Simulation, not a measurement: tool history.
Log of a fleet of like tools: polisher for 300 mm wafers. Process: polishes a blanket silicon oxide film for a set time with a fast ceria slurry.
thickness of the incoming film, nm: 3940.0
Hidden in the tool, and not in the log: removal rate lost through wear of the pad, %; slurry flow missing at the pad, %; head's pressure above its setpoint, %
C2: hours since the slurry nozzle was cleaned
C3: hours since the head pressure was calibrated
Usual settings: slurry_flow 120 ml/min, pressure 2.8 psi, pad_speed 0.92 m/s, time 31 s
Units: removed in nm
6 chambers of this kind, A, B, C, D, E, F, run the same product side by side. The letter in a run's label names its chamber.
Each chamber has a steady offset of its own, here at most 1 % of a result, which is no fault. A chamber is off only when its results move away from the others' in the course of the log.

{"run": "1C", "hour": 7.6, "slurry_flow": 120, "pressure": 2.8, "pad_speed": 0.92, "time": 31, "wafers polished on this pad": 394, "C2": 230.9, "C3": 838.3, "removed": 371.2}
{"run": "2D", "hour": 23.8, "slurry_flow": 120, "pressure": 2.8, "pad_speed": 0.92, "time": 31, "wafers polished on this pad": 1416, "C2": 82.9, "C3": 965.3, "removed": 369.48}
{"run": "3F", "hour": 38.2, "slurry_flow": 120, "pressure": 2.8, "pad_speed": 0.92, "time": 31, "wafers polished on this pad": 1062, "C2": 277.8, "C3": 785.7, "removed": 373.01}
{"hour": 38.5, "done": "chamber D: worn pad replaced by a new one"}
{"run": "4B", "hour": 46.5, "slurry_flow": 120, "pressure": 2.8, "pad_speed": 0.92, "time": 31, "wafers polished on this pad": 752, "C2": 184.3, "C3": 304.1, "removed": 365.92}
{"hour": 53.1, "done": "chamber F: worn pad replaced by a new one"}
{"hour": 55.2, "done": "chamber F: slurry nozzle cleaned"}
{"run": "5A", "hour": 57.9, "slurry_flow": 120, "pressure": 2.8, "pad_speed": 0.92, "time": 31, "wafers polished on this pad": 1022, "C2": 203.1, "C3": 261.3, "removed": 361.71}
{"hour": 61.8, "done": "chamber C: head pressure recalibrated"}
{"run": "6E", "hour": 65.2, "slurry_flow": 120, "pressure": 2.8, "pad_speed": 0.92, "time": 31, "wafers polished on this pad": 1505, "C2": 287.7, "C3": 359.5, "removed": 363.93}
{"run": "7B", "hour": 76.6, "slurry_flow": 120, "pressure": 2.8, "pad_speed": 0.92, "time": 31, "wafers polished on this pad": 1216, "C2": 214.4, "C3": 334.2, "removed": 365.77}
{"hour": 76.9, "done": "chamber A: worn pad replaced by a new one"}
{"hour": 78.3, "done": "chamber E: worn pad replaced by a new one"}
{"hour": 86.4, "done": "chamber B: worn pad replaced by a new one"}
{"hour": 90.1, "done": "chamber C: worn pad replaced by a new one"}
{"run": "8E", "hour": 91.8, "slurry_flow": 120, "pressure": 2.8, "pad_speed": 0.92, "time": 31, "wafers polished on this pad": 208, "C2": 314.3, "C3": 386.1, "removed": 363.52}
{"run": "9C", "hour": 99.3, "slurry_flow": 120, "pressure": 2.8, "pad_speed": 0.92, "time": 31, "wafers polished on this pad": 143, "C2": 322.6, "C3": 37.5, "removed": 372.1}
{"run": "10A", "hour": 109.1, "slurry_flow": 120, "pressure": 2.8, "pad_speed": 0.62, "time": 23, "wafers polished on this pad": 497, "C2": 254.3, "C3": 312.5, "removed": 185.02}
{"run": "11D", "hour": 121.0, "slurry_flow": 120, "pressure": 2.8, "pad_speed": 0.62, "time": 23, "wafers polished on this pad": 1271, "C2": 180.1, "C3": 1062.5, "removed": 182.81}
{"hour": 124.3, "done": "chamber E: slurry nozzle cleaned"}
{"run": "12F", "hour": 129.0, "slurry_flow": 120, "pressure": 2.8, "pad_speed": 0.62, "time": 23, "wafers polished on this pad": 1169, "C2": 73.9, "C3": 876.5, "removed": 186.24}
{"run": "13E", "hour": 142.2, "slurry_flow": 120, "pressure": 2.8, "pad_speed": 0.62, "time": 23, "wafers polished on this pad": 984, "C2": 18, "C3": 436.5, "removed": 180.24}
{"hour": 143.2, "done": "chamber D: worn pad replaced by a new one"}
{"hour": 150.8, "done": "chamber F: worn pad replaced by a new one"}
{"run": "14A", "hour": 156.0, "slurry_flow": 120, "pressure": 2.8, "pad_speed": 0.62, "time": 23, "wafers polished on this pad": 1219, "C2": 301.2, "C3": 359.4, "removed": 187.25}
{"run": "15B", "hour": 168.8, "slurry_flow": 120, "pressure": 2.8, "pad_speed": 0.62, "time": 23, "wafers polished on this pad": 1269, "C2": 306.6, "C3": 426.4, "removed": 183.68}
{"run": "16C", "hour": 182.1, "slurry_flow": 120, "pressure": 2.8, "pad_speed": 0.92, "time": 31, "wafers polished on this pad": 1418, "C2": 405.4, "C3": 120.3, "removed": 371.03}
{"hour": 182.7, "done": "chamber B: worn pad replaced by a new one"}
{"hour": 183.3, "done": "chamber C: worn pad replaced by a new one"}
{"hour": 183.6, "done": "chamber A: worn pad replaced by a new one"}
{"hour": 188.0, "done": "chamber E: worn pad replaced by a new one"}
{"run": "17F", "hour": 189.7, "slurry_flow": 120, "pressure": 2.8, "pad_speed": 0.92, "time": 31, "wafers polished on this pad": 600, "C2": 134.6, "C3": 937.2, "removed": 368.77}
{"run": "18D", "hour": 205.0, "slurry_flow": 120, "pressure": 2.8, "pad_speed": 0.92, "time": 31, "wafers polished on this pad": 952, "C2": 264.1, "C3": 1146.5, "removed": 368.63}
{"run": "19C", "hour": 216.8, "slurry_flow": 120, "pressure": 3.5, "pad_speed": 0.92, "time": 31, "wafers polished on this pad": 517, "C2": 440.1, "C3": 155, "removed": 460.13}
{"hour": 226.8, "done": "chamber D: worn pad replaced by a new one"}
{"run": "20B", "hour": 227.1, "slurry_flow": 120, "pressure": 3.5, "pad_speed": 0.92, "time": 31, "wafers polished on this pad": 684, "C2": 364.9, "C3": 484.7, "removed": 454.56}
{"hour": 229.5, "done": "chamber B: head pressure recalibrated"}
{"run": "21D", "hour": 242.5, "slurry_flow": 120, "pressure": 3.5, "pad_speed": 0.92, "time": 31, "wafers polished on this pad": 241, "C2": 301.6, "C3": 1184, "removed": 460.36}
{"hour": 245.6, "done": "chamber F: worn pad replaced by a new one"}
{"hour": 253.0, "done": "chamber D: head pressure recalibrated"}
{"run": "22E", "hour": 255.5, "slurry_flow": 120, "pressure": 3.5, "pad_speed": 0.92, "time": 31, "wafers polished on this pad": 1040, "C2": 131.3, "C3": 549.8, "removed": 457.77}
{"hour": 268.4, "done": "chamber B: worn pad replaced by a new one"}
{"run": "23A", "hour": 270.7, "slurry_flow": 120, "pressure": 3.5, "pad_speed": 0.92, "time": 31, "wafers polished on this pad": 1342, "C2": 415.9, "C3": 474.1, "removed": 461.28}
{"hour": 277.3, "done": "chamber C: slurry nozzle cleaned"}
{"hour": 281.0, "done": "chamber E: worn pad replaced by a new one"}
{"hour": 281.3, "done": "chamber A: worn pad replaced by a new one"}
{"hour": 281.5, "done": "chamber C: worn pad replaced by a new one"}
{"run": "24F", "hour": 286.6, "slurry_flow": 120, "pressure": 3.5, "pad_speed": 0.92, "time": 31, "wafers polished on this pad": 631, "C2": 231.5, "C3": 1034.1, "removed": 464.61}
{"run": "25D", "hour": 300.8, "slurry_flow": 120, "pressure": 2.8, "pad_speed": 0.92, "time": 31, "wafers polished on this pad": 1139, "C2": 359.9, "C3": 47.8, "removed": 369.19}
{"run": "26B", "hour": 308.6, "slurry_flow": 120, "pressure": 2.8, "pad_speed": 0.92, "time": 31, "wafers polished on this pad": 620, "C2": 446.4, "C3": 79.1, "removed": 365.54}
{"run": "27F", "hour": 319.9, "slurry_flow": 135, "pressure": 2.8, "pad_speed": 0.92, "time": 20, "wafers polished on this pad": 1144, "C2": 264.8, "C3": 1067.4, "removed": 241.69}
{"hour": 321.3, "done": "chamber D: worn pad replaced by a new one"}
{"hour": 333.3, "done": "chamber F: worn pad replaced by a new one"}
{"run": "28A", "hour": 335.2, "slurry_flow": 135, "pressure": 2.8, "pad_speed": 0.92, "time": 20, "wafers polished on this pad": 831, "C2": 480.4, "C3": 538.6, "removed": 243.63}
{"hour": 338.9, "done": "chamber F: slurry nozzle cleaned"}
{"hour": 346.9, "done": "chamber E: head pressure recalibrated"}
{"run": "29E", "hour": 346.9, "slurry_flow": 135, "pressure": 2.8, "pad_speed": 0.92, "time": 20, "wafers polished on this pad": 1015, "C2": 222.7, "C3": 0.1, "removed": 239.04}
{"run": "30C", "hour": 355.7, "slurry_flow": 135, "pressure": 2.8, "pad_speed": 0.92, "time": 20, "wafers polished on this pad": 1143, "C2": 78.4, "C3": 293.9, "removed": 245.41}
{"hour": 361.9, "done": "chamber B: worn pad replaced by a new one"}
{"run": "31A", "hour": 367.6, "slurry_flow": 135, "pressure": 2.8, "pad_speed": 0.92, "time": 20, "wafers polished on this pad": 1330, "C2": 512.8, "C3": 571, "removed": 242.93}
{"run": "32F", "hour": 380.2, "slurry_flow": 135, "pressure": 2.8, "pad_speed": 0.92, "time": 20, "wafers polished on this pad": 722, "C2": 41.4, "C3": 1127.7, "removed": 245.32}
{"hour": 381.2, "done": "chamber C: worn pad replaced by a new one"}
{"hour": 382.2, "done": "chamber E: worn pad replaced by a new one"}
{"run": "33E", "hour": 391.1, "slurry_flow": 120, "pressure": 2.8, "pad_speed": 0.92, "time": 31, "wafers polished on this pad": 138, "C2": 266.9, "C3": 44.3, "removed": 366.98}
{"run": "34B", "hour": 400.9, "slurry_flow": 95, "pressure": 2.8, "pad_speed": 0.92, "time": 31, "wafers polished on this pad": 601, "C2": 538.7, "C3": 171.4, "removed": 344.48}
{"hour": 401.4, "done": "chamber D: slurry nozzle cleaned"}
{"run": "35C", "hour": 411.0, "slurry_flow": 95, "pressure": 2.8, "pad_speed": 0.92, "time": 31, "wafers polished on this pad": 459, "C2": 133.7, "C3": 349.2, "removed": 349.72}
{"hour": 414.8, "done": "chamber D: worn pad replaced by a new one"}
{"hour": 420.1, "done": "chamber F: head pressure recalibrated"}
{"run": "36D", "hour": 420.1, "slurry_flow": 95, "pressure": 2.8, "pad_speed": 0.92, "time": 31, "wafers polished on this pad": 82, "C2": 18.7, "C3": 167.1, "removed": 351.37}
{"run": "37E", "hour": 434.7, "slurry_flow": 95, "pressure": 2.8, "pad_speed": 0.92, "time": 31, "wafers polished on this pad": 810, "C2": 310.5, "C3": 87.9, "removed": 344.57}
{"hour": 438.7, "done": "chamber F: worn pad replaced by a new one"}
{"hour": 439.8, "done": "chamber B: slurry nozzle cleaned"}
{"run": "38B", "hour": 450.5, "slurry_flow": 95, "pressure": 2.8, "pad_speed": 0.92, "time": 31, "wafers polished on this pad": 1365, "C2": 10.7, "C3": 221, "removed": 345.5}
{"run": "39F", "hour": 463.9, "slurry_flow": 95, "pressure": 2.8, "pad_speed": 0.92, "time": 31, "wafers polished on this pad": 388, "C2": 125.1, "C3": 43.9, "removed": 352.27}
{"run": "40D", "hour": 480.3, "slurry_flow": 120, "pressure": 2.8, "pad_speed": 0.92, "time": 31, "wafers polished on this pad": 1009, "C2": 78.9, "C3": 227.3, "removed": 369.45}
{"hour": 488.2, "done": "chamber C: worn pad replaced by a new one"}
{"run": "41C", "hour": 491.9, "slurry_flow": 120, "pressure": 2.8, "pad_speed": 0.92, "time": 31, "wafers polished on this pad": 57, "C2": 214.6, "C3": 430.1, "removed": 368.72}

What goes on in this fleet: one chamber off, a drifting gauge, or nothing beyond the chambers' own small offsets? Name the chamber and the cause, if any.

No chamber stands off beyond its own small offset, and the gauge holds steady.
